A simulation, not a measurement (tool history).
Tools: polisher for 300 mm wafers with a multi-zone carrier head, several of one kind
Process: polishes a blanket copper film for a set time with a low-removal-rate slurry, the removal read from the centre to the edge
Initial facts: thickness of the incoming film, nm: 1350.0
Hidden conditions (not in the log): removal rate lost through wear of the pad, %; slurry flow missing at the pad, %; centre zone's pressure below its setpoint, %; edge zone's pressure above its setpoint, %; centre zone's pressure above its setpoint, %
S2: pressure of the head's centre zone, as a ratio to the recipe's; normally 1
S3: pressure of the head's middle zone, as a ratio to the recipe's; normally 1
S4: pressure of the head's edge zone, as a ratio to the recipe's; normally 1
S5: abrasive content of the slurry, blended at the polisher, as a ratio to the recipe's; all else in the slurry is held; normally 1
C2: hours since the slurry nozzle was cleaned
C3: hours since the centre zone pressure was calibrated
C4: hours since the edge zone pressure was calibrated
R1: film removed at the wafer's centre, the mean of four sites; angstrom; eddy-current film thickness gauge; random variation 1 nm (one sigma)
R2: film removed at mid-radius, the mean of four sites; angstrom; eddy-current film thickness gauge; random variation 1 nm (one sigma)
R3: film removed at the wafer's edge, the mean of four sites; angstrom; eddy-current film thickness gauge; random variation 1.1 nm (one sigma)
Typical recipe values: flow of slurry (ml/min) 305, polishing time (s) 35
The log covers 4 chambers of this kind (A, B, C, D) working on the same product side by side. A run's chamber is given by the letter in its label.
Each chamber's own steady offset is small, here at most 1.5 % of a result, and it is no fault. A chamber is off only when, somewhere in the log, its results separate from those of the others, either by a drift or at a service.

{"day": 0.279, "done": "chamber A: worn pad replaced by a new one"}
{"run": "1D", "day": 0.321, "flow of slurry (ml/min)": 305, "S2": 1, "S3": 1, "S4": 1, "S5": 1, "polishing time (s)": 35, "wafers polished on this pad": 321, "C2": 216.2, "C3": 466.9, "C4": 407.6, "R1": 873.46, "R2": 892.26, "R3": 863.35}
{"run": "2B", "day": 0.55, "flow of slurry (ml/min)": 305, "S2": 1, "S3": 1, "S4": 1, "S5": 1, "polishing time (s)": 35, "wafers polished on this pad": 498, "C2": 163.3, "C3": 379.1, "C4": 400.1, "R1": 881.28, "R2": 865.99, "R3": 864.81}
{"run": "3A", "day": 0.842, "flow of slurry (ml/min)": 305, "S2": 1, "S3": 1, "S4": 1, "S5": 1, "polishing time (s)": 35, "wafers polished on this pad": 221, "C2": 253, "C3": 798.8, "C4": 692, "R1": 881.18, "R2": 874.64, "R3": 884.42}
{"day": 1.046, "done": "chamber C: worn pad replaced by a new one"}
{"run": "4C", "day": 1.146, "flow of slurry (ml/min)": 305, "S2": 1, "S3": 1, "S4": 1, "S5": 1, "polishing time (s)": 35, "wafers polished on this pad": 39, "C2": 413.6, "C3": 673.2, "C4": 322, "R1": 875.96, "R2": 881.68, "R3": 874.35}
{"run": "5D", "day": 1.371, "flow of slurry (ml/min)": 305, "S2": 1, "S3": 1, "S4": 1, "S5": 1, "polishing time (s)": 35, "wafers polished on this pad": 735, "C2": 241.4, "C3": 492.1, "C4": 432.8, "R1": 898.88, "R2": 884.14, "R3": 890.73}
{"day": 1.646, "done": "chamber B: worn pad replaced by a new one"}
{"run": "6A", "day": 1.779, "flow of slurry (ml/min)": 305, "S2": 1, "S3": 1, "S4": 1, "S5": 1, "polishing time (s)": 35, "wafers polished on this pad": 590, "C2": 275.5, "C3": 821.3, "C4": 714.5, "R1": 888.44, "R2": 872.61, "R3": 862.93}
{"run": "7C", "day": 2.108, "flow of slurry (ml/min)": 305, "S2": 1, "S3": 1, "S4": 1, "S5": 1, "polishing time (s)": 35, "wafers polished on this pad": 418, "C2": 436.7, "C3": 696.3, "C4": 345.1, "R1": 899.37, "R2": 873, "R3": 879.32}
{"day": 2.154, "done": "chamber D: worn pad replaced by a new one"}
{"run": "8B", "day": 2.496, "flow of slurry (ml/min)": 305, "S2": 1, "S3": 1, "S4": 1, "S5": 1, "polishing time (s)": 35, "wafers polished on this pad": 335, "C2": 210, "C3": 425.8, "C4": 446.8, "R1": 863.05, "R2": 866.49, "R3": 879.41}
{"run": "9C", "day": 2.696, "flow of slurry (ml/min)": 305, "S2": 1, "S3": 1, "S4": 1, "S5": 1.15, "polishing time (s)": 35, "wafers polished on this pad": 649, "C2": 450.8, "C3": 710.4, "C4": 359.2, "R1": 899.65, "R2": 896.92, "R3": 893.38}
{"day": 2.988, "done": "chamber C: slurry nozzle cleaned"}
{"run": "10D", "day": 3.029, "flow of slurry (ml/min)": 305, "S2": 1, "S3": 1, "S4": 1, "S5": 1.15, "polishing time (s)": 35, "wafers polished on this pad": 345, "C2": 281.2, "C3": 531.9, "C4": 472.6, "R1": 922.5, "R2": 909.41, "R3": 889.41}
{"run": "11A", "day": 3.338, "flow of slurry (ml/min)": 305, "S2": 1, "S3": 1, "S4": 1, "S5": 1.15, "polishing time (s)": 35, "wafers polished on this pad": 1203, "C2": 312.9, "C3": 858.7, "C4": 751.9, "R1": 916.01, "R2": 898.19, "R3": 888.78}
{"day": 3.383, "done": "chamber C: centre zone pressure recalibrated"}
{"day": 3.388, "done": "chamber C: edge zone pressure recalibrated"}
{"day": 3.575, "done": "chamber A: worn pad replaced by a new one"}
{"run": "12B", "day": 3.596, "flow of slurry (ml/min)": 305, "S2": 1, "S3": 1, "S4": 1, "S5": 1.15, "polishing time (s)": 35, "wafers polished on this pad": 768, "C2": 236.4, "C3": 452.2, "C4": 473.2, "R1": 915.96, "R2": 876.51, "R3": 895.4}
{"run": "13C", "day": 3.95, "flow of slurry (ml/min)": 305, "S2": 1, "S3": 1, "S4": 1, "S5": 1, "polishing time (s)": 35, "wafers polished on this pad": 1143, "C2": 23.1, "C3": 13.7, "C4": 13.6, "R1": 867.07, "R2": 864.08, "R3": 869.68}
{"day": 3.954, "done": "chamber C: worn pad replaced by a new one"}
{"day": 4.196, "done": "chamber B: worn pad replaced by a new one"}
{"run": "14A", "day": 4.217, "flow of slurry (ml/min)": 305, "S2": 1, "S3": 1, "S4": 1, "S5": 1, "polishing time (s)": 35, "wafers polished on this pad": 253, "C2": 334, "C3": 879.8, "C4": 773, "R1": 877.35, "R2": 867, "R3": 869.61}
{"run": "15B", "day": 4.596, "flow of slurry (ml/min)": 305, "S2": 1, "S3": 1, "S4": 1, "S5": 1, "polishing time (s)": 47, "wafers polished on this pad": 157, "C2": 260.4, "C3": 476.2, "C4": 497.2, "R1": 1193.8, "R2": 1182.5, "R3": 1170}
{"run": "16D", "day": 4.954, "flow of slurry (ml/min)": 305, "S2": 1, "S3": 1, "S4": 1, "S5": 1, "polishing time (s)": 47, "wafers polished on this pad": 1103, "C2": 327.4, "C3": 578.1, "C4": 518.8, "R1": 1195.3, "R2": 1179, "R3": 1200.2}
{"day": 5.204, "done": "chamber D: worn pad replaced by a new one"}
{"run": "17D", "day": 5.367, "flow of slurry (ml/min)": 305, "S2": 1, "S3": 1, "S4": 1, "S5": 1, "polishing time (s)": 47, "wafers polished on this pad": 64, "C2": 337.3, "C3": 588, "C4": 528.7, "R1": 1200.2, "R2": 1182.4, "R3": 1207.2}
{"run": "18C", "day": 5.633, "flow of slurry (ml/min)": 305, "S2": 1, "S3": 1, "S4": 1, "S5": 1, "polishing time (s)": 47, "wafers polished on this pad": 661, "C2": 63.5, "C3": 54.1, "C4": 54, "R1": 1167.5, "R2": 1208.1, "R3": 1194.2}
{"run": "19A", "day": 5.821, "flow of slurry (ml/min)": 305, "S2": 1, "S3": 1, "S4": 1, "S5": 1, "polishing time (s)": 35, "wafers polished on this pad": 885, "C2": 372.5, "C3": 918.3, "C4": 811.5, "R1": 889.65, "R2": 874.18, "R3": 863.18}
{"day": 6.104, "done": "chamber B: centre zone pressure recalibrated"}
{"run": "20B", "day": 6.125, "flow of slurry (ml/min)": 305, "S2": 1, "S3": 1, "S4": 1, "S5": 1, "polishing time (s)": 35, "wafers polished on this pad": 759, "C2": 297.1, "C3": 0.6, "C4": 533.9, "R1": 863.5, "R2": 862.18, "R3": 856.6}
{"run": "21A", "day": 6.312, "flow of slurry (ml/min)": 305, "S2": 1, "S3": 1, "S4": 1, "S5": 1, "polishing time (s)": 35, "wafers polished on this pad": 1078, "C2": 384.3, "C3": 930.1, "C4": 823.3, "R1": 885.77, "R2": 879.54, "R3": 859.59}
{"day": 6.429, "done": "chamber A: worn pad replaced by a new one"}
{"run": "22B", "day": 6.504, "flow of slurry (ml/min)": 305, "S2": 1, "S3": 1, "S4": 1, "S5": 1, "polishing time (s)": 35, "wafers polished on this pad": 908, "C2": 306.2, "C3": 9.7, "C4": 543, "R1": 873.63, "R2": 864.93, "R3": 864.65}
{"day": 6.721, "done": "chamber C: worn pad replaced by a new one"}
{"run": "23C", "day": 6.833, "flow of slurry (ml/min)": 305, "S2": 1, "S3": 1, "S4": 1, "S5": 1, "polishing time (s)": 35, "wafers polished on this pad": 44, "C2": 92.3, "C3": 82.9, "C4": 82.8, "R1": 871.17, "R2": 877.99, "R3": 873.08}
{"day": 6.925, "done": "chamber B: worn pad replaced by a new one"}
{"run": "24D", "day": 7.079, "flow of slurry (ml/min)": 305, "S2": 1, "S3": 1, "S4": 1, "S5": 1, "polishing time (s)": 35, "wafers polished on this pad": 738, "C2": 378.4, "C3": 629.1, "C4": 569.8, "R1": 901.88, "R2": 887.34, "R3": 891.7}
{"run": "25B", "day": 7.404, "flow of slurry (ml/min)": 305, "S2": 1, "S3": 1, "S4": 1, "S5": 1, "polishing time (s)": 35, "wafers polished on this pad": 189, "C2": 327.8, "C3": 31.3, "C4": 564.6, "R1": 882.28, "R2": 853.62, "R3": 870.51}
{"day": 7.688, "done": "chamber A: centre zone pressure recalibrated"}
{"run": "26D", "day": 7.808, "flow of slurry (ml/min)": 305, "S2": 1, "S3": 1, "S4": 1, "S5": 1, "polishing time (s)": 35, "wafers polished on this pad": 1025, "C2": 395.9, "C3": 646.6, "C4": 587.3, "R1": 886.44, "R2": 899.22, "R3": 886.19}
{"run": "27C", "day": 7.992, "flow of slurry (ml/min)": 305, "S2": 1, "S3": 1, "S4": 1, "S5": 1, "polishing time (s)": 35, "wafers polished on this pad": 500, "C2": 120.1, "C3": 110.7, "C4": 110.6, "R1": 881.49, "R2": 895.48, "R3": 882.44}
{"day": 8.021, "done": "chamber D: slurry nozzle cleaned"}
{"day": 8.338, "done": "chamber D: worn pad replaced by a new one"}
{"run": "28A", "day": 8.338, "flow of slurry (ml/min)": 305, "S2": 1, "S3": 1, "S4": 1, "S5": 1, "polishing time (s)": 35, "wafers polished on this pad": 752, "C2": 432.9, "C3": 15.6, "C4": 871.9, "R1": 801.14, "R2": 873.46, "R3": 877.01}
{"run": "29C", "day": 8.554, "flow of slurry (ml/min)": 305, "S2": 1, "S3": 1, "S4": 1, "S5": 1, "polishing time (s)": 35, "wafers polished on this pad": 721, "C2": 133.6, "C3": 124.2, "C4": 124.1, "R1": 856.89, "R2": 871.88, "R3": 854.79}
{"run": "30A", "day": 8.883, "flow of slurry (ml/min)": 305, "S2": 1, "S3": 1, "S4": 1, "S5": 0.85, "polishing time (s)": 35, "wafers polished on this pad": 966, "C2": 446, "C3": 28.7, "C4": 885, "R1": 757.95, "R2": 854.13, "R3": 862.68}
{"run": "31B", "day": 9.188, "flow of slurry (ml/min)": 305, "S2": 1, "S3": 1, "S4": 1, "S5": 0.85, "polishing time (s)": 35, "wafers polished on this pad": 891, "C2": 370.6, "C3": 74.1, "C4": 607.4, "R1": 828.35, "R2": 842.83, "R3": 834.23}
{"day": 9.258, "done": "chamber A: worn pad replaced by a new one"}
{"run": "32D", "day": 9.6, "flow of slurry (ml/min)": 305, "S2": 1, "S3": 1, "S4": 1, "S5": 0.85, "polishing time (s)": 35, "wafers polished on this pad": 497, "C2": 37.9, "C3": 689.6, "C4": 630.3, "R1": 848.64, "R2": 857.67, "R3": 862.71}
{"day": 9.708, "done": "chamber B: worn pad replaced by a new one"}
{"day": 9.754, "done": "chamber C: worn pad replaced by a new one"}
{"run": "33D", "day": 9.971, "flow of slurry (ml/min)": 305, "S2": 1, "S3": 1, "S4": 1, "S5": 0.85, "polishing time (s)": 35, "wafers polished on this pad": 642, "C2": 46.8, "C3": 698.5, "C4": 639.2, "R1": 875.73, "R2": 858.02, "R3": 838.39}
{"run": "34A", "day": 10.279, "flow of slurry (ml/min)": 385, "S2": 1, "S3": 0.95, "S4": 1, "S5": 1, "polishing time (s)": 35, "wafers polished on this pad": 402, "C2": 479.5, "C3": 62.2, "C4": 918.5, "R1": 821.54, "R2": 860.26, "R3": 887.9}
{"run": "35C", "day": 10.646, "flow of slurry (ml/min)": 385, "S2": 1, "S3": 0.95, "S4": 1, "S5": 1, "polishing time (s)": 35, "wafers polished on this pad": 352, "C2": 183.8, "C3": 174.4, "C4": 174.3, "R1": 904.49, "R2": 857, "R3": 898.69}
{"run": "36B", "day": 11.046, "flow of slurry (ml/min)": 385, "S2": 1, "S3": 0.95, "S4": 1, "S5": 1, "polishing time (s)": 35, "wafers polished on this pad": 526, "C2": 415.2, "C3": 118.7, "C4": 652, "R1": 899.62, "R2": 850.08, "R3": 866.95}
{"run": "37B", "day": 11.383, "flow of slurry (ml/min)": 385, "S2": 1, "S3": 0.95, "S4": 1, "S5": 1, "polishing time (s)": 35, "wafers polished on this pad": 659, "C2": 423.3, "C3": 126.8, "C4": 660.1, "R1": 882.13, "R2": 842.17, "R3": 847.44}
{"day": 11.512, "done": "chamber D: worn pad replaced by a new one"}
{"run": "38D", "day": 11.617, "flow of slurry (ml/min)": 305, "S2": 1, "S3": 1, "S4": 1, "S5": 1, "polishing time (s)": 35, "wafers polished on this pad": 41, "C2": 86.3, "C3": 738, "C4": 678.7, "R1": 880.52, "R2": 890.29, "R3": 898.96}
{"run": "39C", "day": 11.917, "flow of slurry (ml/min)": 305, "S2": 1, "S3": 1, "S4": 1, "S5": 1, "polishing time (s)": 35, "wafers polished on this pad": 852, "C2": 214.3, "C3": 204.9, "C4": 204.8, "R1": 885.37, "R2": 871.2, "R3": 889.09}
{"run": "40A", "day": 12.3, "flow of slurry (ml/min)": 305, "S2": 1, "S3": 1, "S4": 1, "S5": 1, "polishing time (s)": 35, "wafers polished on this pad": 1197, "C2": 528, "C3": 110.7, "C4": 967, "R1": 799.64, "R2": 884.03, "R3": 871.51}
{"run": "41D", "day": 12.529, "flow of slurry (ml/min)": 305, "S2": 1, "S3": 1, "S4": 1, "S5": 1, "polishing time (s)": 35, "wafers polished on this pad": 400, "C2": 108.2, "C3": 759.9, "C4": 700.6, "R1": 895.89, "R2": 882.75, "R3": 884.57}

Next, every chamber runs the same settings. What will each give?
{"run": "42A", "day": 12.825, "flow of slurry (ml/min)": 305, "S2": 1, "S3": 1.1, "S4": 1, "S5": 1, "polishing time (s)": 35, "R1": "?", "R2": "?", "R3": "?"}
{"run": "42B", "day": 12.825, "flow of slurry (ml/min)": 305, "S2": 1, "S3": 1.1, "S4": 1, "S5": 1, "polishing time (s)": 35, "R1": "?", "R2": "?", "R3": "?"}
{"run": "42C", "day": 12.825, "flow of slurry (ml/min)": 305, "S2": 1, "S3": 1.1, "S4": 1, "S5": 1, "polishing time (s)": 35, "R1": "?", "R2": "?", "R3": "?"}
{"run": "42D", "day": 12.825, "flow of slurry (ml/min)": 305, "S2": 1, "S3": 1.1, "S4": 1, "S5": 1, "polishing time (s)": 35, "R1": "?", "R2": "?", "R3": "?"}

run=42A R1=798.26 R2=970.91 R3=872.63
run=42B R1=872.85 R2=971.3 R3=854.02
run=42C R1=871.11 R2=962.02 R3=883.85
run=42D R1=898.73 R2=964.7 R3=883.33

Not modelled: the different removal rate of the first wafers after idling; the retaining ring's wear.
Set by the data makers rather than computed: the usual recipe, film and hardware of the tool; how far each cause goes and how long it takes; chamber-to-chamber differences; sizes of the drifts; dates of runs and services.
